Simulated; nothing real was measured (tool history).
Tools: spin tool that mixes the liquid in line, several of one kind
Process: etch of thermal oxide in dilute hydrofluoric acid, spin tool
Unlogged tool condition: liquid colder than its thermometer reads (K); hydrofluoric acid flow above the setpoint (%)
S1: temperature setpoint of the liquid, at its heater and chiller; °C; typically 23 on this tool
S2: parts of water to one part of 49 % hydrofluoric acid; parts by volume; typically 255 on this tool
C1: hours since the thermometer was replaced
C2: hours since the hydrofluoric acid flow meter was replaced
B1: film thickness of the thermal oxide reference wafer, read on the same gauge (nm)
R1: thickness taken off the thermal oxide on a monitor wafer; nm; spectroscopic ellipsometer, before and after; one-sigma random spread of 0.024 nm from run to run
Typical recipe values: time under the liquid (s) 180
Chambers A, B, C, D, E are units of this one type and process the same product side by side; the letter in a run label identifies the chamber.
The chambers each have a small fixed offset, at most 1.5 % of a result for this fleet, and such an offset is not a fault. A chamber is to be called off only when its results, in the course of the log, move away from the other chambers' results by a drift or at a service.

Run 1E, hour 2.3: usual settings; C1 190.6; C2 12.9; B1 120. Result: R1 2.7812 nm.
Run 2C, hour 5: usual settings; C1 766.7; C2 228; B1 119.99. Result: R1 2.7676 nm.
Run 3B, hour 9.5: usual settings; C1 249.3; C2 1048.5; B1 120.04. Result: R1 2.7217 nm.
Run 4D, hour 14.2: usual settings; C1 760.5; C2 2193.3; B1 120.03. Result: R1 2.7141 nm.
Run 5A, hour 18.7: usual settings; C1 2249.1; C2 584.7; B1 120.03. Result: R1 2.7469 nm.
Run 6E, hour 21.4: usual settings; C1 209.7; C2 32; B1 119.99. Result: R1 2.7237 nm.
Run 7C, hour 23.6: usual settings; C1 785.3; C2 246.6; B1 120.01. Result: R1 2.7657 nm.
Run 8D, hour 28.3: usual settings; C1 774.6; C2 2207.4; B1 119.99. Result: R1 2.7402 nm.
Run 9B, hour 32.2: usual settings; C1 272; C2 1071.2; B1 120.05. Result: R1 2.7067 nm.
Run 10A, hour 36.7: usual settings but S1 27.5 °C, S2 180 parts by volume; C1 2267.1; C2 602.7; B1 120.03. Result: R1 4.9658 nm.
Run 11B, hour 41.1: usual settings but S1 27.5 °C, S2 180 parts by volume; C1 280.9; C2 1080.1; B1 120. Result: R1 4.9512 nm.
Run 12D, hour 43.9: usual settings but S1 27.5 °C, S2 180 parts by volume; C1 790.2; C2 2223; B1 120.01. Result: R1 4.9345 nm.
Run 13C, hour 46: usual settings but S1 27.5 °C, S2 180 parts by volume; C1 807.7; C2 269; B1 120.04. Result: R1 4.9734 nm.
Run 14E, hour 50.5: usual settings but S1 27.5 °C, S2 180 parts by volume; C1 238.8; C2 61.1; B1 119.98. Result: R1 4.9536 nm.
Run 15A, hour 54.3: usual settings; C1 2284.7; C2 620.3; B1 119.99. Result: R1 2.7325 nm.
Run 16C, hour 58.2: usual settings but time under the liquid (s) 90; C1 819.9; C2 281.2; B1 120.02. Result: R1 1.3915 nm.
Run 17D, hour 60.3: usual settings but time under the liquid (s) 90; C1 806.6; C2 2239.4; B1 120.01. Result: R1 1.334 nm.
Run 18E, hour 62.8: usual settings but time under the liquid (s) 90; C1 251.1; C2 73.4; B1 120.02. Result: R1 1.3352 nm.
Run 19B, hour 66.2: usual settings but time under the liquid (s) 90; C1 306; C2 1105.2; B1 120. Result: R1 1.3779 nm.
Run 20A, hour 69.5: usual settings but time under the liquid (s) 90; C1 2299.9; C2 635.5; B1 120.02. Result: R1 1.3866 nm.
Run 21D, hour 73.4: usual settings; C1 819.7; C2 2252.5; B1 120. Result: R1 2.647 nm.
Run 22C, hour 78.3: usual settings; C1 840; C2 301.3; B1 120.01. Result: R1 2.7853 nm.
Run 23A, hour 81.5: usual settings; C1 2311.9; C2 647.5; B1 119.96. Result: R1 2.7434 nm.
Run 24B, hour 85.3: usual settings; C1 325.1; C2 1124.3; B1 120.04. Result: R1 2.6783 nm.
Run 25E, hour 89: usual settings; C1 277.3; C2 99.6; B1 120. Result: R1 2.7167 nm.
Run 26B, hour 91.1: usual settings but S2 355 parts by volume; C1 330.9; C2 1130.1; B1 120.02. Result: R1 1.7986 nm.
Run 27D, hour 94.3: usual settings but S2 355 parts by volume; C1 840.6; C2 2273.4; B1 119.99. Result: R1 1.7467 nm.
At hour 94.8: chamber D: hydrofluoric acid flow meter replaced.
Run 28A, hour 97.6: usual settings but S2 355 parts by volume; C1 2328; C2 663.6; B1 120. Result: R1 1.8105 nm.
Run 29E, hour 102.3: usual settings but S2 355 parts by volume; C1 290.6; C2 112.9; B1 119.97. Result: R1 1.7576 nm.
Run 30C, hour 107.3: usual settings but S2 355 parts by volume; C1 869; C2 330.3; B1 120.02. Result: R1 1.8475 nm.
Run 31D, hour 110.3: usual settings but S2 160 parts by volume, time under the liquid (s) 255; C1 856.6; C2 15.5; B1 119.96. Result: R1 6.413 nm.
Run 32B, hour 112.7: usual settings but S2 160 parts by volume, time under the liquid (s) 255; C1 352.5; C2 1151.7; B1 120.03. Result: R1 6.8571 nm.
Run 33A, hour 115.3: usual settings but S2 160 parts by volume, time under the liquid (s) 255; C1 2345.7; C2 681.3; B1 119.99. Result: R1 6.7679 nm.
Run 34C, hour 118.2: usual settings but S2 160 parts by volume, time under the liquid (s) 255; C1 879.9; C2 341.2; B1 120.03. Result: R1 6.8528 nm.
Run 35E, hour 122.1: usual settings but S2 160 parts by volume, time under the liquid (s) 255; C1 310.4; C2 132.7; B1 120. Result: R1 6.8515 nm.
Run 36B, hour 125.6: usual settings; C1 365.4; C2 1164.6; B1 120. Result: R1 2.6859 nm.
Run 37C, hour 127.8: usual settings; C1 889.5; C2 350.8; B1 119.99. Result: R1 2.7618 nm.
Run 38D, hour 132.2: usual settings; C1 878.5; C2 37.4; B1 120.02. Result: R1 2.5488 nm.
Run 39E, hour 135.2: usual settings; C1 323.5; C2 145.8; B1 119.99. Result: R1 2.7254 nm.
Run 40A, hour 139.1: usual settings; C1 2369.5; C2 705.1; B1 119.99. Result: R1 2.7334 nm.
Run 41B, hour 143.6: usual settings; C1 383.4; C2 1182.6; B1 119.99. Result: R1 2.7087 nm.
Run 42A, hour 147.2: usual settings but S1 25.5 °C, S2 190 parts by volume; C1 2377.6; C2 713.2; B1 119.99. Result: R1 4.2627 nm.
Run 43C, hour 149.8: usual settings but S1 25.5 °C, S2 190 parts by volume; C1 911.5; C2 372.8; B1 120. Result: R1 4.3504 nm.

All chambers now run identical settings, listed one chamber a line with results as question marks. What results will each chamber show?
Run 44A, hour 153.4: usual settings but time under the liquid (s) 280. Result: R1 ?.
Run 44B, hour 153.4: usual settings but time under the liquid (s) 280. Result: R1 ?.
Run 44C, hour 153.4: usual settings but time under the liquid (s) 280. Result: R1 ?.
Run 44D, hour 153.4: usual settings but time under the liquid (s) 280. Result: R1 ?.
Run 44E, hour 153.4: usual settings but time under the liquid (s) 280. Result: R1 ?.

run      R1
44A  4.2888
44B  4.1871
44C  4.3392
44D  3.9358
44E  4.2508
